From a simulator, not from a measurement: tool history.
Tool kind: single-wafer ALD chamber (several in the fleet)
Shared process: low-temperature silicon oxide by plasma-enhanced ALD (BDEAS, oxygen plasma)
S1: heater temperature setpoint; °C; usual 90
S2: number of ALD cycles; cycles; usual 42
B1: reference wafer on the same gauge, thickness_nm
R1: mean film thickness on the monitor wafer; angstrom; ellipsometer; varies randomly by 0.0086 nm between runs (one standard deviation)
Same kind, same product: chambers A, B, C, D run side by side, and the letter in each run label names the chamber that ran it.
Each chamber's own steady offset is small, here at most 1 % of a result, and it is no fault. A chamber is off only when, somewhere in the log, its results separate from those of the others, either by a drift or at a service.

run     day   S1  S2      B1      R1
 1A   0.592   90  42  5.6615  62.591
 2D   1.100   90  42  5.6615  61.802
 3B   1.521   90  42  5.6616  61.627
 4C   1.846   90  42  5.6640  62.260
 5B   2.267   90  42  5.6644  61.763
 6A   2.821   90  42  5.6663  62.793
 7C   3.117   90  42  5.6656  62.063
 8D   3.533   90  42  5.6631  61.877
 9C   3.833   90  42  5.6641  62.185
10D   4.217   90  42  5.6671  61.797
11B   4.588   90  42  5.6699  61.837
12A   4.896   90  42  5.6670  62.769
13C   5.388   90  42  5.6698  62.509
14B   5.846   90  42  5.6699  61.789
15A   6.346   90  42  5.6707  62.806
16D   6.904   90  42  5.6707  61.865
17B   7.342   90  49  5.6720  72.067
18D   7.867   90  49  5.6721  72.309
19C   8.354   90  49  5.6751  72.838
20A   8.862   90  49  5.6759  73.226
21D   9.204   90  42  5.6752  62.039
22B   9.533   90  42  5.6735  61.776
23A   9.917   90  42  5.6750  62.891
24C  10.462   90  42  5.6768  62.338
25C  10.833   84  46  5.6775  69.893
26D  11.146   84  46  5.6781  69.392
27B  11.675   84  46  5.6810  69.247
28A  12.075   84  46  5.6807  70.314
29A  12.650   98  34  5.6804  49.444
30B  13.171   98  34  5.6828  48.652
31D  13.479   98  34  5.6825  48.779
32C  13.833   98  34  5.6823  49.233
33A  14.138   90  42  5.6826  62.950
34B  14.450  104  42  5.6848  59.340
35C  14.892  104  42  5.6853  59.934
36D  15.442  104  42  5.6850  59.296
37C  15.792  104  42  5.6879  59.760
38B  16.300   90  49  5.6889  72.084
39D  16.821   90  49  5.6878  72.360
40A  17.150   90  49  5.6859  73.489
41D  17.458   90  49  5.6902  72.460
42A  17.988   90  42  5.6896  62.773
43B  18.542   90  42  5.6922  61.893
44C  18.925   90  42  5.6896  62.518

Each of the 4 chambers runs these same settings next. Fill in every chamber's results:
45A  19.354  90  42       ?
45B  19.354  90  42       ?
45C  19.354  90  42       ?
45D  19.354  90  42       ?

run      R1
45A  62.886
45B  62.015
45C  62.573
45D  62.216
